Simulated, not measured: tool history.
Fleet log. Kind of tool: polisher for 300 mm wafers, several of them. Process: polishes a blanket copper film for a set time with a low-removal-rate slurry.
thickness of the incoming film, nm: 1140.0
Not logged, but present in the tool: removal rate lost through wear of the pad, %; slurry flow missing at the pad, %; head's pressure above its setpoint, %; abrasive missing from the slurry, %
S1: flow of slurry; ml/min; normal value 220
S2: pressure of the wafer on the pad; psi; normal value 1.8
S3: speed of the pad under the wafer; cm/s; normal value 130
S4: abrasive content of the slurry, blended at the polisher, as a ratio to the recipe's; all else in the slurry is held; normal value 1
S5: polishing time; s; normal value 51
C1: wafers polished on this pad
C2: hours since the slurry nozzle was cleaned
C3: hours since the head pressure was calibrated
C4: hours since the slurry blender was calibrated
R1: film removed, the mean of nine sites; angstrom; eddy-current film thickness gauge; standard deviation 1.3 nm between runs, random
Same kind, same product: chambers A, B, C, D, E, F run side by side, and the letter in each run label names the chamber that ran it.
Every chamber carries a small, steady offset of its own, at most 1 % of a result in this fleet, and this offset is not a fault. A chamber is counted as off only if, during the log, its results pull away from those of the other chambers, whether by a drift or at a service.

| run | hour | S1 | S2 | S3 | S4 | S5 | C1 | C2 | C3 | C4 | R1 |
|---|---|---|---|---|---|---|---|---|---|---|---|
|  | 0.5 | chamber C: slurry blender recalibrated |
|  | 1.3 | chamber E: worn pad replaced by a new one |
| 1C | 10.4 | 220 | 1.8 | 130 | 1 | 51 | 528 | 321.2 | 216.1 | 10.0 | 998.36 |
|  | 13.1 | chamber A: worn pad replaced by a new one |
|  | 16.9 | chamber C: worn pad replaced by a new one |
| 2B | 17.1 | 220 | 1.8 | 130 | 1 | 51 | 221 | 161.2 | 371.6 | 110.1 | 1045.50 |
|  | 21.6 | chamber E: slurry nozzle cleaned |
| 3A | 24.4 | 220 | 1.8 | 130 | 1 | 51 | 96 | 439.4 | 350.9 | 116.7 | 990.59 |
| 4D | 29.3 | 220 | 1.8 | 130 | 1 | 51 | 664 | 173.7 | 637.0 | 44.5 | 1014.80 |
| 5E | 40.4 | 220 | 1.8 | 130 | 1 | 51 | 331 | 18.8 | 84.2 | 77.4 | 1019.00 |
|  | 42.6 | chamber F: slurry blender recalibrated |
| 6F | 47.7 | 220 | 1.8 | 130 | 1 | 51 | 891 | 366.0 | 211.4 | 5.2 | 1038.10 |
| 7B | 55.2 | 220 | 1.8 | 130 | 1 | 51 | 545 | 199.3 | 409.7 | 148.2 | 1047.60 |
| 8E | 61.1 | 220 | 1.8 | 130 | 1 | 51 | 507 | 39.5 | 104.9 | 98.1 | 1034.60 |
|  | 61.7 | chamber C: head pressure recalibrated |
| 9A | 68.4 | 220 | 1.8 | 130 | 1 | 51 | 469 | 483.4 | 394.9 | 160.7 | 1013.10 |
| 10F | 77.6 | 220 | 1.8 | 130 | 1 | 51 | 1145 | 395.9 | 241.3 | 35.1 | 1017.60 |
| 11C | 83.4 | 220 | 1.8 | 130 | 1 | 51 | 564 | 394.2 | 21.7 | 83.0 | 1024.90 |
|  | 85.8 | chamber C: worn pad replaced by a new one |
| 12D | 91.9 | 220 | 1.8 | 130 | 1 | 51 | 1195 | 236.3 | 699.6 | 107.1 | 1008.90 |
| 13E | 98.7 | 220 | 1.8 | 130 | 1 | 51 | 826 | 77.1 | 142.5 | 135.7 | 1015.50 |
|  | 101.7 | chamber F: worn pad replaced by a new one |
|  | 103.4 | chamber A: slurry blender recalibrated |
|  | 103.7 | chamber E: worn pad replaced by a new one |
| 14A | 105.2 | 220 | 1.8 | 130 | 1 | 51 | 782 | 520.2 | 431.7 | 1.8 | 1019.10 |
|  | 106.9 | chamber D: worn pad replaced by a new one |
| 15B | 112.3 | 220 | 1.8 | 130 | 1 | 51 | 1029 | 256.4 | 466.8 | 205.3 | 1050.10 |
|  | 114.3 | chamber D: slurry blender recalibrated |
| 16D | 120.7 | 220 | 1.8 | 130 | 1 | 51 | 117 | 265.1 | 728.4 | 6.5 | 1025.80 |
| 17F | 128.6 | 220 | 1.8 | 130 | 1 | 51 | 229 | 446.9 | 292.3 | 86.1 | 1034.70 |
| 18C | 136.1 | 220 | 1.8 | 130 | 1 | 51 | 427 | 446.9 | 74.4 | 135.7 | 1032.50 |
| 19F | 142.2 | 220 | 1.8 | 130 | 1 | 51 | 344 | 460.5 | 305.9 | 99.7 | 1013.90 |
| 20D | 148.6 | 220 | 1.8 | 130 | 1 | 51 | 354 | 293.0 | 756.3 | 34.4 | 1022.60 |
|  | 152.8 | chamber C: worn pad replaced by a new one |
|  | 154.0 | chamber B: slurry blender recalibrated |
| 21B | 158.3 | 220 | 1.8 | 130 | 1 | 51 | 1419 | 302.4 | 512.8 | 4.4 | 1033.80 |
|  | 160.2 | chamber A: head pressure recalibrated |
| 22A | 163.5 | 220 | 1.8 | 130 | 1 | 51 | 1276 | 578.5 | 3.3 | 60.1 | 1025.10 |
|  | 166.6 | chamber B: worn pad replaced by a new one |
|  | 167.2 | chamber A: worn pad replaced by a new one |
| 23C | 174.2 | 220 | 1.8 | 130 | 1 | 51 | 182 | 485.0 | 112.5 | 173.8 | 1033.40 |
| 24E | 183.8 | 220 | 1.8 | 130 | 1 | 51 | 680 | 162.2 | 227.6 | 220.8 | 1035.40 |
| 25E | 189.8 | 220 | 1.8 | 106 | 1 | 51 | 731 | 168.2 | 233.6 | 226.8 | 838.22 |
| 26B | 199.4 | 220 | 1.8 | 106 | 1 | 51 | 278 | 343.5 | 553.9 | 45.5 | 881.23 |
| 27F | 209.5 | 220 | 1.8 | 106 | 1 | 51 | 915 | 527.8 | 373.2 | 167.0 | 818.37 |
| 28A | 216.3 | 220 | 1.8 | 106 | 1 | 51 | 416 | 631.3 | 56.1 | 112.9 | 831.85 |
| 29C | 223.5 | 220 | 1.8 | 106 | 1 | 51 | 600 | 534.3 | 161.8 | 223.1 | 842.26 |
|  | 224.6 | chamber C: worn pad replaced by a new one |
|  | 225.6 | chamber D: slurry blender recalibrated |
|  | 227.3 | chamber E: worn pad replaced by a new one |
|  | 229.7 | chamber F: worn pad replaced by a new one |
| 30D | 232.2 | 220 | 1.8 | 106 | 1 | 51 | 1063 | 376.6 | 839.9 | 6.6 | 837.40 |
|  | 232.7 | chamber E: slurry nozzle cleaned |
| 31A | 237.8 | 220 | 1.8 | 130 | 1 | 51 | 599 | 652.8 | 77.6 | 134.4 | 1010.60 |
|  | 243.1 | chamber D: worn pad replaced by a new one |
| 32F | 246.8 | 220 | 1.8 | 130 | 1 | 51 | 145 | 565.1 | 410.5 | 204.3 | 1026.40 |
| 33E | 256.3 | 220 | 1.8 | 130 | 1 | 51 | 246 | 23.6 | 300.1 | 293.3 | 1021.80 |
| 34B | 261.6 | 220 | 1.8 | 130 | 1 | 51 | 806 | 405.7 | 616.1 | 107.7 | 1106.70 |
| 35C | 269.3 | 220 | 1.8 | 130 | 1 | 51 | 379 | 580.1 | 207.6 | 268.9 | 1026.90 |
| 36D | 276.0 | 220 | 1.8 | 130 | 1 | 51 | 279 | 420.4 | 883.7 | 50.4 | 1007.40 |
| 37F | 283.7 | 220 | 1.8 | 94 | 1 | 57 | 458 | 602.0 | 447.4 | 241.2 | 826.56 |
| 38E | 293.6 | 220 | 1.8 | 94 | 1 | 57 | 563 | 60.9 | 337.4 | 330.6 | 824.18 |
|  | 293.9 | chamber A: slurry blender recalibrated |
|  | 294.4 | chamber C: worn pad replaced by a new one |
| 39D | 301.3 | 220 | 1.8 | 94 | 1 | 57 | 493 | 445.7 | 909.0 | 75.7 | 809.69 |
| 40C | 311.5 | 220 | 1.8 | 94 | 1 | 57 | 145 | 622.3 | 249.8 | 311.1 | 815.96 |
| 41A | 320.8 | 220 | 1.8 | 94 | 1 | 57 | 1303 | 735.8 | 160.6 | 26.9 | 815.40 |

Each of the 6 chambers runs these same settings next. Fill in every chamber's results:
| 42A | 328.8 | 220 | 1.8 | 130 | 1 | 51 |  |  |  |  | ? |
| 42B | 328.8 | 220 | 1.8 | 130 | 1 | 51 |  |  |  |  | ? |
| 42C | 328.8 | 220 | 1.8 | 130 | 1 | 51 |  |  |  |  | ? |
| 42D | 328.8 | 220 | 1.8 | 130 | 1 | 51 |  |  |  |  | ? |
| 42E | 328.8 | 220 | 1.8 | 130 | 1 | 51 |  |  |  |  | ? |
| 42F | 328.8 | 220 | 1.8 | 130 | 1 | 51 |  |  |  |  | ? |

| run | R1 |
|---|---|
| 42A | 1009.70 |
| 42B | 1130.30 |
| 42C | 1013.20 |
| 42D | 1014.30 |
| 42E | 1002.00 |
| 42F | 1031.10 |
